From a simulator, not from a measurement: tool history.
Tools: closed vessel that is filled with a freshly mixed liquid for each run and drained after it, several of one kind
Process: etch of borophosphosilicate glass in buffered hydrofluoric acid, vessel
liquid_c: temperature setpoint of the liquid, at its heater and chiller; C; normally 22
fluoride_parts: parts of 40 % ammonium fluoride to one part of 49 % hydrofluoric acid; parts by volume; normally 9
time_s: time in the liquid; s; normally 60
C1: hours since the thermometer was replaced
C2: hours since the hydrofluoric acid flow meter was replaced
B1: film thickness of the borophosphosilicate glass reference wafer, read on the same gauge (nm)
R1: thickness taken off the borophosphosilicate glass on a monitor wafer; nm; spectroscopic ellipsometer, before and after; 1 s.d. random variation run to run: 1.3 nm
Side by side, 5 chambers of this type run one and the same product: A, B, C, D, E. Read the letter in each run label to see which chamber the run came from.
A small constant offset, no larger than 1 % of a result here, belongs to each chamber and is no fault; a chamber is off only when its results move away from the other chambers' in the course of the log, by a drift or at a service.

{"run": "1C", "hour": 8.6, "liquid_c": 22, "fluoride_parts": 9, "time_s": 60, "C1": 858.6, "C2": 2008.5, "B1": 60.008, "R1": 156.15}
{"hour": 18.9, "done": "chamber B: hydrofluoric acid flow meter replaced"}
{"run": "2B", "hour": 20.4, "liquid_c": 22, "fluoride_parts": 9, "time_s": 60, "C1": 287.3, "C2": 1.6, "B1": 60.018, "R1": 155.07}
{"run": "3D", "hour": 30.7, "liquid_c": 22, "fluoride_parts": 9, "time_s": 60, "C1": 1459.5, "C2": 299, "B1": 60.012, "R1": 154.47}
{"run": "4E", "hour": 39.7, "liquid_c": 22, "fluoride_parts": 9, "time_s": 60, "C1": 1666.7, "C2": 1139.9, "B1": 59.992, "R1": 156.13}
{"run": "5A", "hour": 53.7, "liquid_c": 22, "fluoride_parts": 9, "time_s": 60, "C1": 454.2, "C2": 528.9, "B1": 59.988, "R1": 155.76}
{"run": "6D", "hour": 63.7, "liquid_c": 22, "fluoride_parts": 9, "time_s": 60, "C1": 1492.5, "C2": 332, "B1": 59.997, "R1": 156.47}
{"run": "7C", "hour": 76.5, "liquid_c": 22, "fluoride_parts": 9, "time_s": 60, "C1": 926.5, "C2": 2076.4, "B1": 60.01, "R1": 154.87}
{"run": "8B", "hour": 85.6, "liquid_c": 22, "fluoride_parts": 9, "time_s": 60, "C1": 352.5, "C2": 66.8, "B1": 60.006, "R1": 155.4}
{"run": "9A", "hour": 96.6, "liquid_c": 22, "fluoride_parts": 11, "time_s": 50, "C1": 497.1, "C2": 571.8, "B1": 60.009, "R1": 110.96}
{"run": "10E", "hour": 110.8, "liquid_c": 22, "fluoride_parts": 11, "time_s": 50, "C1": 1737.8, "C2": 1211, "B1": 60.002, "R1": 110.63}
{"run": "11B", "hour": 119.6, "liquid_c": 22, "fluoride_parts": 11, "time_s": 50, "C1": 386.5, "C2": 100.8, "B1": 59.991, "R1": 110.34}
{"run": "12C", "hour": 127.5, "liquid_c": 22, "fluoride_parts": 11, "time_s": 50, "C1": 977.5, "C2": 2127.4, "B1": 59.989, "R1": 110.74}
{"run": "13A", "hour": 138.5, "liquid_c": 22, "fluoride_parts": 11, "time_s": 50, "C1": 539, "C2": 613.7, "B1": 60, "R1": 108.97}
{"run": "14E", "hour": 152.6, "liquid_c": 22, "fluoride_parts": 11, "time_s": 60, "C1": 1779.6, "C2": 1252.8, "B1": 60.009, "R1": 132.75}
{"run": "15D", "hour": 164.6, "liquid_c": 22, "fluoride_parts": 11, "time_s": 60, "C1": 1593.4, "C2": 432.9, "B1": 59.997, "R1": 133.51}
{"run": "16E", "hour": 176.0, "liquid_c": 22, "fluoride_parts": 11, "time_s": 60, "C1": 1803, "C2": 1276.2, "B1": 59.995, "R1": 133.64}
{"run": "17C", "hour": 183.0, "liquid_c": 22, "fluoride_parts": 11, "time_s": 60, "C1": 1033, "C2": 2182.9, "B1": 60.005, "R1": 136.71}
{"run": "18B", "hour": 189.2, "liquid_c": 22, "fluoride_parts": 11, "time_s": 60, "C1": 456.1, "C2": 170.4, "B1": 60.003, "R1": 133.92}
{"run": "19D", "hour": 199.0, "liquid_c": 22, "fluoride_parts": 9, "time_s": 60, "C1": 1627.8, "C2": 467.3, "B1": 60.009, "R1": 155.84}
{"run": "20A", "hour": 213.0, "liquid_c": 22, "fluoride_parts": 9, "time_s": 60, "C1": 613.5, "C2": 688.2, "B1": 59.996, "R1": 155.77}
{"run": "21C", "hour": 222.4, "liquid_c": 22, "fluoride_parts": 9, "time_s": 60, "C1": 1072.4, "C2": 2222.3, "B1": 60, "R1": 163.55}
{"run": "22A", "hour": 230.5, "liquid_c": 22, "fluoride_parts": 9, "time_s": 60, "C1": 631, "C2": 705.7, "B1": 59.987, "R1": 155.53}
{"run": "23E", "hour": 240.0, "liquid_c": 22, "fluoride_parts": 9, "time_s": 60, "C1": 1867, "C2": 1340.2, "B1": 59.991, "R1": 156.59}
{"run": "24D", "hour": 252.3, "liquid_c": 22, "fluoride_parts": 9, "time_s": 60, "C1": 1681.1, "C2": 520.6, "B1": 59.997, "R1": 154.46}
{"run": "25B", "hour": 258.4, "liquid_c": 20, "fluoride_parts": 6, "time_s": 60, "C1": 525.3, "C2": 239.6, "B1": 60, "R1": 209.6}
{"run": "26B", "hour": 268.6, "liquid_c": 20, "fluoride_parts": 6, "time_s": 60, "C1": 535.5, "C2": 249.8, "B1": 59.992, "R1": 207.23}
{"run": "27E", "hour": 281.3, "liquid_c": 20, "fluoride_parts": 6, "time_s": 60, "C1": 1908.3, "C2": 1381.5, "B1": 60.017, "R1": 211.8}
{"run": "28D", "hour": 292.9, "liquid_c": 20, "fluoride_parts": 6, "time_s": 60, "C1": 1721.7, "C2": 561.2, "B1": 59.983, "R1": 209.92}
{"run": "29C", "hour": 306.3, "liquid_c": 20, "fluoride_parts": 6, "time_s": 60, "C1": 1156.3, "C2": 2306.2, "B1": 59.994, "R1": 229.8}
{"run": "30A", "hour": 318.7, "liquid_c": 22, "fluoride_parts": 9, "time_s": 60, "C1": 719.2, "C2": 793.9, "B1": 59.982, "R1": 158.2}
{"run": "31D", "hour": 326.6, "liquid_c": 22, "fluoride_parts": 9, "time_s": 60, "C1": 1755.4, "C2": 594.9, "B1": 60.013, "R1": 157.15}
{"hour": 332.0, "done": "chamber E: thermometer replaced"}
{"run": "32E", "hour": 338.3, "liquid_c": 22, "fluoride_parts": 9, "time_s": 60, "C1": 6.4, "C2": 1438.5, "B1": 59.995, "R1": 158.56}
{"run": "33B", "hour": 350.3, "liquid_c": 22, "fluoride_parts": 9, "time_s": 60, "C1": 617.2, "C2": 331.5, "B1": 60.004, "R1": 154.22}
{"run": "34C", "hour": 359.7, "liquid_c": 22, "fluoride_parts": 9, "time_s": 60, "C1": 1209.7, "C2": 2359.6, "B1": 59.977, "R1": 174.26}
{"run": "35A", "hour": 367.4, "liquid_c": 22, "fluoride_parts": 9, "time_s": 60, "C1": 767.9, "C2": 842.6, "B1": 59.997, "R1": 157.16}
{"run": "36E", "hour": 377.3, "liquid_c": 22, "fluoride_parts": 9, "time_s": 60, "C1": 45.4, "C2": 1477.5, "B1": 59.995, "R1": 155.06}
{"run": "37A", "hour": 385.5, "liquid_c": 22, "fluoride_parts": 9, "time_s": 60, "C1": 786, "C2": 860.7, "B1": 60.004, "R1": 155.86}

Has any chamber moved away from the others, gradually or after a service, or does the common gauge drift, or do the chambers differ only by their own small steady offsets? State the chamber and the most likely cause if one applies.

Little by little, chamber C moves away from the other chambers.
What lies behind it: liquid hotter than its thermometer reads (K) = 2.26.
With only this log, it may be confused with: hydrofluoric acid flow above the setpoint (%).

Here are 4 candidates for chamber C's next run, each the usual settings with a change, their results left as question marks. Which one brings its results back in line with what the others give on the usual settings?
Maximum distance from the other chambers' mean on the usual settings for a result to count as in line: R1 4.7 nm
{"run": "38C-1", "hour": 395.6, "liquid_c": 22.5, "fluoride_parts": 8.5, "time_s": 70, "R1": "?"}
{"run": "38C-2", "hour": 395.6, "liquid_c": 21.5, "fluoride_parts": 9, "time_s": 55, "R1": "?"}
{"run": "38C-3", "hour": 395.6, "liquid_c": 24, "fluoride_parts": 9, "time_s": 60, "R1": "?"}
{"run": "38C-4", "hour": 395.6, "liquid_c": 21, "fluoride_parts": 9, "time_s": 50, "R1": "?"}

The other chambers' mean on the usual settings: R1 155.98 nm
run=38C-1 R1=221.82
run=38C-2 R1=154.9
run=38C-3 R1=193.48
run=38C-4 R1=137.06
The answer is 38C-2, which returns the chamber to within the allowed miss of the others.

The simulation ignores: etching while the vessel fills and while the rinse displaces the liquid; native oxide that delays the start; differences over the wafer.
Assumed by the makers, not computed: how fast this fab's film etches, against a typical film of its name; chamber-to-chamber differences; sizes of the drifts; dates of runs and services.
